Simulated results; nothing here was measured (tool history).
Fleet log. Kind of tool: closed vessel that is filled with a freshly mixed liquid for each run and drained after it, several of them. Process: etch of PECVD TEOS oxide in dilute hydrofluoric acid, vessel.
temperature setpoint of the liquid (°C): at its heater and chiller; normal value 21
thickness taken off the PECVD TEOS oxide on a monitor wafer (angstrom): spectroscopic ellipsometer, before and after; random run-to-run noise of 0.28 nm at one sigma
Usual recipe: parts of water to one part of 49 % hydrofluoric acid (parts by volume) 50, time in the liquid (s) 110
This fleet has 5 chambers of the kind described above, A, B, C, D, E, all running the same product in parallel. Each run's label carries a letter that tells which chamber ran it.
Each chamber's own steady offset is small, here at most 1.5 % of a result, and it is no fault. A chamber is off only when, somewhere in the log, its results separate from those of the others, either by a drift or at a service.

run,hour,temperature setpoint of the liquid (°C),parts of water to one part of 49 % hydrofluoric acid (parts by volume),time in the liquid (s),"read-back film thickness of the PECVD TEOS oxide reference wafer, read on the same gauge (nm)",thickness taken off the PECVD TEOS oxide on a monitor wafer (angstrom)
1A,12.1,21,50,110,59.978,281.08
2B,18.6,21,50,110,59.987,283.81
3C,32.2,21,50,110,60.025,285.69
4E,46.6,21,50,110,60.006,287.69
# hour 55.6: chamber C: hydrofluoric acid flow meter replaced
5D,57.3,21,50,110,60.023,292.35
6A,69.7,21,50,110,60.003,283.37
7D,81.5,24,50,110,60.02,331.31
8E,92.5,24,50,110,59.984,325.83
9C,101.3,24,50,110,59.971,327.16
10B,113.7,24,50,110,60.029,316.16
11B,120.1,24,50,110,59.996,314.93
12E,134.7,21,50,110,59.989,287.02
13D,143.1,21,50,110,59.976,287.74
# hour 145.5: chamber C: thermometer replaced
14C,152,21,50,110,60.031,280.18
15A,163.8,21,40,150,59.974,492.42
16D,175.8,21,40,150,59.979,493.77
17A,185.9,21,40,150,60.013,492.14
18E,199.8,21,40,150,59.987,495.85
19B,206.5,21,40,150,60.032,471.67
20C,219.6,21,50,110,60,284.55
21C,226,17,50,75,60.006,164.44
22D,237.8,17,50,75,60.002,161.61
23E,247.4,17,50,75,59.985,167.88
24A,261.3,17,50,75,60.001,163.37
25B,271.4,17,50,75,59.993,153.54
26D,286,21,50,110,60.008,285.53
27E,296.6,21,50,110,60.022,287.92
28A,303.8,17,70,110,59.991,167.26
29B,315.5,17,70,110,59.976,156.65
# hour 316.2: chamber E: hydrofluoric acid flow meter replaced
30C,323.8,17,70,110,60.025,167.23
31D,338.1,17,70,110,59.966,168.11
32E,351.5,17,70,110,60.032,169.84
33B,358.4,21,50,110,60.001,264.33
34A,372.8,21,50,110,59.989,279.85
35C,384.6,21,50,110,59.976,281.65
36C,393.6,21,50,110,59.992,288.96

All chambers now run identical settings, listed one chamber a line with results as question marks. What results will each chamber show?
37A,404.1,21,50,90,,?
37B,404.1,21,50,90,,?
37C,404.1,21,50,90,,?
37D,404.1,21,50,90,,?
37E,404.1,21,50,90,,?

run,thickness taken off the PECVD TEOS oxide on a monitor wafer (angstrom)
37A,230.61
37B,212.6
37C,232.97
37D,232.83
37E,233.08
